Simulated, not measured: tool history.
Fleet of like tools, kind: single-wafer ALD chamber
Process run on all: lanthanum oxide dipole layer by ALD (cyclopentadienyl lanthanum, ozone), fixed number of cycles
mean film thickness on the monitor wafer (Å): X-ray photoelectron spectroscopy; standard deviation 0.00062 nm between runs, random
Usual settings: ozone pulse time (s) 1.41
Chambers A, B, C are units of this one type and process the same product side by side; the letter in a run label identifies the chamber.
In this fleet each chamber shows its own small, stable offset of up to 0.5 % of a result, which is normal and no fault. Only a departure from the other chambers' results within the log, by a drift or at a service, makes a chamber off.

run	hour	ozone pulse time (s)	hours since the last thermocouple change	hours since the last ozone generator service	read-back reference wafer on the same gauge, thickness_nm	mean film thickness on the monitor wafer (Å)
1B	6.9	1.41	2915.4	400.7	0.61792	5.4485
2C	16.1	1.41	193	234.4	0.61781	5.4616
3A	27.4	1.41	615.6	1442.1	0.61782	5.4525
4C	40.2	1.41	217.1	258.5	0.61757	5.4551
5A	49.1	1.41	637.3	1463.8	0.61761	5.4577
6B	57.7	1.41	2966.2	451.5	0.61736	5.4433
7C	67.6	1.41	244.5	285.9	0.61741	5.4561
8B	78.2	1.41	2986.7	472	0.61744	5.4484
9A	91.4	1.41	679.6	1506.1	0.61729	5.4428
10A	99	1.41	687.2	1513.7	0.61737	5.4546
11B	111.8	1.41	3020.3	505.6	0.61721	5.449
12C	119.6	1.41	296.5	337.9	0.61712	5.4482
13B	127.7	1.41	3036.2	521.5	0.61685	5.4475
14A	134.4	1.77	722.6	1549.1	0.61686	5.6214
15C	146.7	1.77	323.6	365	0.61688	5.6347
16A	159.4	1.77	747.6	1574.1	0.61677	5.6146
17B	168.3	1.41	3076.8	562.1	0.61662	5.439
18C	174.9	1.41	351.8	393.2	0.6163	5.4475
19C	186.4	1.41	363.3	404.7	0.61639	5.4552
20B	196.5	1.41	3105	590.3	0.61631	5.4387
21A	205.7	1.65	793.9	1620.4	0.61612	5.5683
22A	215.2	1.65	803.4	1629.9	0.61614	5.5776
23C	222.3	1.65	399.2	440.6	0.61602	5.5784
24B	229.2	1.41	3137.7	623	0.61612	5.4399
25C	237.2	1.41	414.1	455.5	0.61595	5.4468
26B	244.4	1.41	3152.9	638.2	0.61594	5.4346
# hour 248: chamber B: ozone generator serviced
27A	252.9	1.41	841.1	1667.6	0.61585	5.431
28C	261.1	1.41	438	479.4	0.61594	5.4519
# hour 267.6: chamber B: thermocouple changed; heater temperature recalibrated
29A	269.2	1.41	857.4	1683.9	0.61578	5.4372
30B	281.5	1.41	13.9	33.6	0.61562	5.4387
31B	292.8	1.41	25.2	44.9	0.61577	5.4284
32C	301.3	1.41	478.2	519.6	0.61557	5.4496
33A	307.5	1.41	895.7	1722.2	0.61549	5.4384
34B	313.6	1.41	46	65.7	0.6156	5.4349
# hour 321.1: chamber A: ozone generator serviced
35A	323.3	0.92	911.5	2.2	0.61532	4.8764
36C	337	0.92	513.9	555.3	0.61505	4.8682
37B	345.4	0.92	77.8	97.5	0.61524	4.8664

Predict what each chamber gives when all 3 of them run the settings below next.
38A	355.4	1.41				?
38B	355.4	1.41				?
38C	355.4	1.41				?

run	mean film thickness on the monitor wafer (Å)
38A	5.4298
38B	5.4317
38C	5.4251

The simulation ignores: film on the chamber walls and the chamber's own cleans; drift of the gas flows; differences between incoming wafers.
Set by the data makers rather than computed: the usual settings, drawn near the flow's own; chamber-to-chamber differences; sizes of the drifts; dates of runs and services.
